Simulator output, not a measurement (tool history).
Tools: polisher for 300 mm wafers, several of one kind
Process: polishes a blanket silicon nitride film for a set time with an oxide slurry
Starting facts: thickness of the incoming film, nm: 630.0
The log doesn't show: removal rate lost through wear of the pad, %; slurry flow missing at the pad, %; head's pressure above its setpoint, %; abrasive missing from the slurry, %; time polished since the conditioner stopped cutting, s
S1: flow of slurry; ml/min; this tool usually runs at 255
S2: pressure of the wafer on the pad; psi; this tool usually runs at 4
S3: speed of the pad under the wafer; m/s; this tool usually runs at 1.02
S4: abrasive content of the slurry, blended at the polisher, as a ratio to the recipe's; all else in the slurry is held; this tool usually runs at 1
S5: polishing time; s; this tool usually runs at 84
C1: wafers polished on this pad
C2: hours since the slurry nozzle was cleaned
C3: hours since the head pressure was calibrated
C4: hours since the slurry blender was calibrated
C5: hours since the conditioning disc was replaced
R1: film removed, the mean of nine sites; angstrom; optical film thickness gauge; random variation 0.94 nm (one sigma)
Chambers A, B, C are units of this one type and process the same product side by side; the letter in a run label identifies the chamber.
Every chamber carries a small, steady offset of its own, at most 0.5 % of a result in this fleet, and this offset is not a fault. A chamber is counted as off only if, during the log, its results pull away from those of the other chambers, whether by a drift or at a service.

run    day   S1   S2    S3   S4   S5    C1     C2     C3     C4     C5      R1
 1C  0.229  255    4  1.02    1   84   620   44.6  848.2   83.1  193.5  701.51
     0.288  -- chamber A: worn pad replaced by a new one
 2B  0.438  255    4  1.02    1   84   143  259.4  875.6  100.9    171  696.85
 3A  0.608  255    4  1.02    1   84    75    241  351.7  110.5   89.1  677.86
     0.621  -- chamber C: head pressure recalibrated
 4B  0.854  255    4  1.02    1   84   241  269.4  885.6  110.9    181  709.77
 5C  1.042  255    4  1.02    1   84   810   64.1   10.2  102.6    213   685.6
 6A  1.171  255    4  1.02    1   84   207  254.5  365.2    124  102.6  713.58
 7A  1.458  255    4  1.02  0.7   65   274  261.4  372.1  130.9  109.5  459.84
     1.538  -- chamber B: slurry blender recalibrated
 8C  1.679  255    4  1.02  0.7   65   960   79.4   25.5  117.9  228.3  454.17
 9B  1.892  255    4  1.02  0.7   65   484  294.3  910.5    8.6  205.9  446.38
10A  2.171  255    4  1.02    1   84   442  278.5  389.2    148  126.6  703.82
11B  2.383  255    4  1.02    1   84   600  306.1  922.3   20.4  217.7  692.94
     2.429  -- chamber C: worn pad replaced by a new one
12C  2.583  255    4  1.02    1   84    37  101.1   47.2  139.6    250     707
13C  2.733  255    4  1.02    1   84    72  104.7   50.8  143.2  253.6  682.99
     2.892  -- chamber A: worn pad replaced by a new one
14A  2.975  340    4  1.02    1   75    19  297.8  408.5  167.3  145.9  625.58
15B  3.138  340    4  1.02    1   75   777  324.2  940.4   38.5  235.8  630.56
16A  3.371  340    4  1.02    1   75   112  307.3    418  176.8  155.4  648.82
17B  3.525  255    4  1.02    1   84   868  333.5  949.7   47.8  245.1  697.17
18C  3.679  255  5.3  0.84    1   84   294  127.4   73.5  165.9  276.3  790.64
     3.908  -- chamber B: conditioning disc replaced and pad reconditioned
19C  3.958  255  5.3  0.84    1   84   359  134.1   80.2  172.6    283   785.2
20B  4.192  255  5.3  0.84    1   84  1024  349.5  965.7   63.8    6.9  799.45
     4.254  -- chamber B: worn pad replaced by a new one
     4.267  -- chamber B: head pressure recalibrated
     4.338  -- chamber C: slurry blender recalibrated
21A  4.479  255    4  1.02    1   84   372  333.9  444.6  203.4    182  699.16
22B  4.638  255    4  1.02    1   84    90  360.2    8.9   74.5   17.6  751.43
23A  4.825  255    4  1.02    1   84   453  342.2  452.9  211.7  190.3  693.58
24C  4.983  255    4  1.02    1   84   600  158.7  104.8   15.5  307.6  678.61
25B  5.196  255    4  1.02    1   84   221  373.6   22.3   87.9     31  751.61
26A  5.383  255    4  1.02    1   84   584  355.6  466.3  225.1  203.7  670.02
27C  5.646  255    4  1.02    1   84   755  174.6  120.7   31.4  323.5  686.75
28A  5.829  255    4  1.02    1   84   689  366.3    477  235.8  214.4  703.23
     5.929  -- chamber A: worn pad replaced by a new one
     6.004  -- chamber C: conditioning disc replaced and pad reconditioned
       6.1  -- chamber A: slurry nozzle cleaned
29C  6.117  255    4  1.02    1   84   866  185.9    132   42.7    2.7  692.22
30B  6.342  255    4  1.02    1   84   490  401.1   49.8  115.4   58.5  744.14
31B  6.542  255    4  1.02    1   84   537  405.9   54.6  120.2   63.3  744.66
     6.712  -- chamber C: worn pad replaced by a new one
32A  6.779  255    4  1.02    1   84   199   16.3  499.8  258.6  237.2  685.71
33C  6.996  255  3.3  1.02    1  111    67    207  153.1   63.8   23.8  723.02

What goes on in this fleet: one chamber off, a drifting gauge, or nothing beyond the chambers' own small offsets? Name the chamber and the cause, if any.

After it was serviced, chamber B no longer matches the other chambers.
Cause: head's pressure above its setpoint, % = 7.5.

Which of the 4 candidates below, each the usual settings with something changed and its results left as question marks, puts chamber B back in line with what the other chambers give on the usual settings?
To be in line, a result may differ from the other chambers' mean on the usual settings by at most: R1 33 angstrom
34B-1  7.204  255    4  1.06   1  88                       ?
34B-2  7.204  255  3.9     1   1  82                       ?
34B-3  7.204  255  3.8  0.96   1  79                       ?
34B-4  7.204  255  4.7  1.02   1  84                       ?

The mean the other chambers reach with the usual settings: R1 689.59 angstrom
  run      R1
34B-1  814.01
34B-2  705.79
34B-3  641.22
34B-4  884.57
34B-2 is the one that brings the chamber's results back in line with the other chambers.
